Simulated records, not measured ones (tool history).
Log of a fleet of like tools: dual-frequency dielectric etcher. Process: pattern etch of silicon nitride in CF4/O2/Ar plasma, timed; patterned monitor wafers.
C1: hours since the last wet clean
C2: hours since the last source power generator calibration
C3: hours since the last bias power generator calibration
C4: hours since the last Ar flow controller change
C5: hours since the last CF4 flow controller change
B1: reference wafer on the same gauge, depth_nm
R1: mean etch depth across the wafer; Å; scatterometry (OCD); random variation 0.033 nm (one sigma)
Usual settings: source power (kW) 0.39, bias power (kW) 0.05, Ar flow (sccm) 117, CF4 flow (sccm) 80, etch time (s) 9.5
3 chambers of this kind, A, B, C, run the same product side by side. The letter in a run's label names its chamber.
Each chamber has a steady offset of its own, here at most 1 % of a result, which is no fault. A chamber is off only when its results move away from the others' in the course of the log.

run 1B day=0.492 | source_power_(kW)=0.39 bias_power_(kW)=0.05 Ar_flow_(sccm)=117 CF4_flow_(sccm)=80 etch_time_(s)=9.5 | C1=69 C2=17.7 C3=2493.9 C4=1654.7 C5=737.2 | B1=11.597 | R1=138.09
run 2C day=0.846 | source_power_(kW)=0.39 bias_power_(kW)=0.05 Ar_flow_(sccm)=117 CF4_flow_(sccm)=80 etch_time_(s)=9.5 | C1=401.9 C2=1948.3 C3=412.5 C4=1614.9 C5=2145.9 | B1=11.599 | R1=137.96
run 3A day=1.108 | source_power_(kW)=0.39 bias_power_(kW)=0.05 Ar_flow_(sccm)=117 CF4_flow_(sccm)=80 etch_time_(s)=9.5 | C1=339.1 C2=1890 C3=1319 C4=85.4 C5=290.9 | B1=11.603 | R1=138.18
run 4A day=1.375 | source_power_(kW)=0.39 bias_power_(kW)=0.05 Ar_flow_(sccm)=117 CF4_flow_(sccm)=80 etch_time_(s)=9.5 | C1=345.5 C2=1896.4 C3=1325.4 C4=91.8 C5=297.3 | B1=11.6 | R1=138.04
run 5B day=1.896 | source_power_(kW)=0.39 bias_power_(kW)=0.05 Ar_flow_(sccm)=117 CF4_flow_(sccm)=80 etch_time_(s)=9.5 | C1=102.7 C2=51.4 C3=2527.6 C4=1688.4 C5=770.9 | B1=11.604 | R1=138.9
run 6C day=2.325 | source_power_(kW)=0.39 bias_power_(kW)=0.05 Ar_flow_(sccm)=117 CF4_flow_(sccm)=80 etch_time_(s)=9.5 | C1=437.4 C2=1983.8 C3=448 C4=1650.4 C5=2181.4 | B1=11.594 | R1=137.09
run 7C day=2.679 | source_power_(kW)=0.39 bias_power_(kW)=0.05 Ar_flow_(sccm)=117 CF4_flow_(sccm)=80 etch_time_(s)=9.5 | C1=445.9 C2=1992.3 C3=456.5 C4=1658.9 C5=2189.9 | B1=11.596 | R1=137.54
run 8B day=2.938 | source_power_(kW)=0.39 bias_power_(kW)=0.05 Ar_flow_(sccm)=117 CF4_flow_(sccm)=80 etch_time_(s)=9.5 | C1=127.7 C2=76.4 C3=2552.6 C4=1713.4 C5=795.9 | B1=11.604 | R1=138.52
run 9A day=3.271 | source_power_(kW)=0.39 bias_power_(kW)=0.05 Ar_flow_(sccm)=117 CF4_flow_(sccm)=67 etch_time_(s)=9.5 | C1=391 C2=1941.9 C3=1370.9 C4=137.3 C5=342.8 | B1=11.602 | R1=134.62
run 10C day=3.708 | source_power_(kW)=0.39 bias_power_(kW)=0.05 Ar_flow_(sccm)=117 CF4_flow_(sccm)=67 etch_time_(s)=9.5 | C1=470.6 C2=2017 C3=481.2 C4=1683.6 C5=2214.6 | B1=11.605 | R1=134.82
run 11A day=4.204 | source_power_(kW)=0.39 bias_power_(kW)=0.05 Ar_flow_(sccm)=117 CF4_flow_(sccm)=67 etch_time_(s)=9.5 | C1=413.4 C2=1964.3 C3=1393.3 C4=159.7 C5=365.2 | B1=11.603 | R1=135.26
run 12B day=4.479 | source_power_(kW)=0.39 bias_power_(kW)=0.05 Ar_flow_(sccm)=117 CF4_flow_(sccm)=80 etch_time_(s)=9.5 | C1=164.7 C2=113.4 C3=2589.6 C4=1750.4 C5=832.9 | B1=11.6 | R1=139.01
run 13B day=4.838 | source_power_(kW)=0.39 bias_power_(kW)=0.05 Ar_flow_(sccm)=117 CF4_flow_(sccm)=80 etch_time_(s)=9.5 | C1=173.3 C2=122 C3=2598.2 C4=1759 C5=841.5 | B1=11.602 | R1=137.77
run 14A day=5.254 | source_power_(kW)=0.39 bias_power_(kW)=0.05 Ar_flow_(sccm)=96 CF4_flow_(sccm)=95 etch_time_(s)=9.5 | C1=438.6 C2=1989.5 C3=1418.5 C4=184.9 C5=390.4 | B1=11.608 | R1=144.66
-- day=5.342 chamber C: wet clean of the chamber
-- day=5.483 chamber A: wet clean of the chamber
run 15C day=5.671 | source_power_(kW)=0.39 bias_power_(kW)=0.05 Ar_flow_(sccm)=96 CF4_flow_(sccm)=95 etch_time_(s)=9.5 | C1=7.9 C2=2064.1 C3=528.3 C4=1730.7 C5=2261.7 | B1=11.601 | R1=144.04
run 16C day=6.075 | source_power_(kW)=0.39 bias_power_(kW)=0.05 Ar_flow_(sccm)=96 CF4_flow_(sccm)=95 etch_time_(s)=9.5 | C1=17.6 C2=2073.8 C3=538 C4=1740.4 C5=2271.4 | B1=11.602 | R1=144.13
-- day=6.517 chamber A: source power generator calibrated
run 17A day=6.579 | source_power_(kW)=0.39 bias_power_(kW)=0.05 Ar_flow_(sccm)=117 CF4_flow_(sccm)=80 etch_time_(s)=9.5 | C1=26.3 C2=1.5 C3=1450.3 C4=216.7 C5=422.2 | B1=11.597 | R1=133.35
run 18B day=6.867 | source_power_(kW)=0.39 bias_power_(kW)=0.05 Ar_flow_(sccm)=117 CF4_flow_(sccm)=80 etch_time_(s)=9.5 | C1=222 C2=170.7 C3=2646.9 C4=1807.7 C5=890.2 | B1=11.608 | R1=138.55
run 19A day=7.2 | source_power_(kW)=0.39 bias_power_(kW)=0.056 Ar_flow_(sccm)=117 CF4_flow_(sccm)=80 etch_time_(s)=11.5 | C1=41.2 C2=16.4 C3=1465.2 C4=231.6 C5=437.1 | B1=11.601 | R1=169.58
run 20B day=7.558 | source_power_(kW)=0.39 bias_power_(kW)=0.056 Ar_flow_(sccm)=117 CF4_flow_(sccm)=80 etch_time_(s)=11.5 | C1=238.6 C2=187.3 C3=2663.5 C4=1824.3 C5=906.8 | B1=11.591 | R1=175.37
run 21C day=8.004 | source_power_(kW)=0.39 bias_power_(kW)=0.056 Ar_flow_(sccm)=117 CF4_flow_(sccm)=80 etch_time_(s)=11.5 | C1=63.9 C2=2120.1 C3=584.3 C4=1786.7 C5=2317.7 | B1=11.604 | R1=174.04
run 22A day=8.446 | source_power_(kW)=0.39 bias_power_(kW)=0.05 Ar_flow_(sccm)=117 CF4_flow_(sccm)=80 etch_time_(s)=9.5 | C1=71.1 C2=46.3 C3=1495.1 C4=261.5 C5=467 | B1=11.591 | R1=133.7
run 23C day=8.738 | source_power_(kW)=0.39 bias_power_(kW)=0.05 Ar_flow_(sccm)=117 CF4_flow_(sccm)=80 etch_time_(s)=9.5 | C1=81.5 C2=2137.7 C3=601.9 C4=1804.3 C5=2335.3 | B1=11.602 | R1=137.51
run 24B day=9.258 | source_power_(kW)=0.39 bias_power_(kW)=0.05 Ar_flow_(sccm)=117 CF4_flow_(sccm)=80 etch_time_(s)=9.5 | C1=279.4 C2=228.1 C3=2704.3 C4=1865.1 C5=947.6 | B1=11.6 | R1=138.85
run 25A day=9.604 | source_power_(kW)=0.39 bias_power_(kW)=0.05 Ar_flow_(sccm)=117 CF4_flow_(sccm)=80 etch_time_(s)=9.5 | C1=98.9 C2=74.1 C3=1522.9 C4=289.3 C5=494.8 | B1=11.6 | R1=133.94
run 26B day=10.138 | source_power_(kW)=0.3 bias_power_(kW)=0.05 Ar_flow_(sccm)=117 CF4_flow_(sccm)=96 etch_time_(s)=9.5 | C1=300.5 C2=249.2 C3=2725.4 C4=1886.2 C5=968.7 | B1=11.603 | R1=113.28

All 3 chambers run these settings next. Forecast each chamber's results:
run 27A day=10.521 | source_power_(kW)=0.39 bias_power_(kW)=0.059 Ar_flow_(sccm)=117 CF4_flow_(sccm)=80 etch_time_(s)=9.5 | R1=?
run 27B day=10.521 | source_power_(kW)=0.39 bias_power_(kW)=0.059 Ar_flow_(sccm)=117 CF4_flow_(sccm)=80 etch_time_(s)=9.5 | R1=?
run 27C day=10.521 | source_power_(kW)=0.39 bias_power_(kW)=0.059 Ar_flow_(sccm)=117 CF4_flow_(sccm)=80 etch_time_(s)=9.5 | R1=?

run=27A R1=143.36
run=27B R1=147.89
run=27C R1=146.55

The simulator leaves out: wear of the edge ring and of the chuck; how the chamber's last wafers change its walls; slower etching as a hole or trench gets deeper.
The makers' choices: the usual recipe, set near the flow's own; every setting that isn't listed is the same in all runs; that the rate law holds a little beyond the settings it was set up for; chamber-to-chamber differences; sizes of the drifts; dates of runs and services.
